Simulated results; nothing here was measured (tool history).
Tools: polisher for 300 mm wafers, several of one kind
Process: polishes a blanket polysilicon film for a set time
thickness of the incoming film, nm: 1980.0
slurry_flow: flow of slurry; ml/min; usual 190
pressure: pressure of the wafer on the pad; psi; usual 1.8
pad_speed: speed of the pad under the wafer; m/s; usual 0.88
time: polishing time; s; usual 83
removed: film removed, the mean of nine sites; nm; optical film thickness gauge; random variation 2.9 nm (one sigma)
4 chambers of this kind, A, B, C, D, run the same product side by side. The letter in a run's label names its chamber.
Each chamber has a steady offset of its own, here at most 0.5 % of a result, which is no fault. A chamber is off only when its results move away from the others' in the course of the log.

run,day,slurry_flow,pressure,pad_speed,time,removed
1B,0.158,190,1.8,0.88,83,374.03
2C,0.396,190,1.8,0.88,83,369.33
# day 0.488: chamber A: worn pad replaced by a new one
3D,0.575,190,1.8,0.88,83,373.43
# day 0.804: chamber C: worn pad replaced by a new one
4A,0.892,190,1.8,0.88,83,370.02
5D,1.071,190,1.8,0.88,83,374.65
6C,1.279,160,2,0.88,83,398.08
7B,1.621,160,2,0.88,83,404.75
8A,1.8,160,2,0.88,83,402.85
# day 1.888: chamber B: worn pad replaced by a new one
9B,2.096,160,2,0.88,83,400.27
10D,2.404,190,1.8,0.88,83,376.27
# day 2.583: chamber D: worn pad replaced by a new one
11C,2.629,190,1.8,0.88,83,374.62
# day 2.692: chamber A: worn pad replaced by a new one
12A,2.796,190,1.8,0.88,83,374.47
13D,3.142,190,1.8,0.88,83,374.89
14B,3.304,190,1.6,0.88,83,328.82
15A,3.521,190,1.6,0.88,83,332.1
16C,3.696,190,1.6,0.88,83,328.12
# day 3.708: chamber C: head pressure recalibrated
17C,4.017,190,1.6,0.88,83,362.06
18A,4.175,190,1.8,0.88,83,373.13
19B,4.358,190,1.8,0.88,83,371.28
20D,4.696,190,1.8,0.88,83,377.7
21D,4.896,190,1.8,0.88,83,375.12
# day 4.942: chamber A: head pressure recalibrated
# day 5.075: chamber A: worn pad replaced by a new one
22B,5.154,190,1.8,1.16,83,488.85
23C,5.479,190,1.8,1.16,83,532.87
24A,5.746,190,1.8,1.16,83,493.16
# day 5.908: chamber C: worn pad replaced by a new one
25C,5.942,190,1.8,1.16,83,533.21
26A,6.275,190,1.8,0.88,83,371.17
# day 6.438: chamber B: worn pad replaced by a new one
27B,6.521,190,1.8,0.88,83,372.37
28D,6.725,190,1.8,0.88,83,373.23
29A,6.975,190,1.8,0.88,83,376.92
30C,7.183,190,1.8,0.88,83,399.19
31D,7.521,240,1.6,0.88,83,342.2
# day 7.529: chamber A: worn pad replaced by a new one
# day 7.646: chamber D: worn pad replaced by a new one
32B,7.862,240,1.6,0.88,83,341.47
# day 8.096: chamber A: slurry nozzle cleaned
33C,8.154,240,1.6,0.88,83,364.61
34B,8.375,240,1.6,0.88,83,342.75
35D,8.683,190,1.8,0.88,83,375.02
36A,8.883,190,1.5,0.88,109,410.32
37B,9.204,190,1.5,0.88,109,404.72
38A,9.458,190,1.5,0.88,109,401.31
39D,9.775,190,1.5,0.88,109,408.39
40C,9.975,190,1.8,0.88,83,397.63
41D,10.171,190,1.8,0.88,83,376.72
# day 10.325: chamber A: worn pad replaced by a new one
42C,10.388,190,1.8,0.88,83,405.18
43A,10.567,190,1.8,0.88,83,372.39
# day 10.762: chamber B: worn pad replaced by a new one
44B,10.875,190,1.8,0.88,83,366.49

Next, every chamber runs the same settings. What will each give?
45A,11.125,190,1.8,0.74,83,?
45B,11.125,190,1.8,0.74,83,?
45C,11.125,190,1.8,0.74,83,?
45D,11.125,190,1.8,0.74,83,?

run,removed
45A,320.13
45B,313.04
45C,337.87
45D,315.83
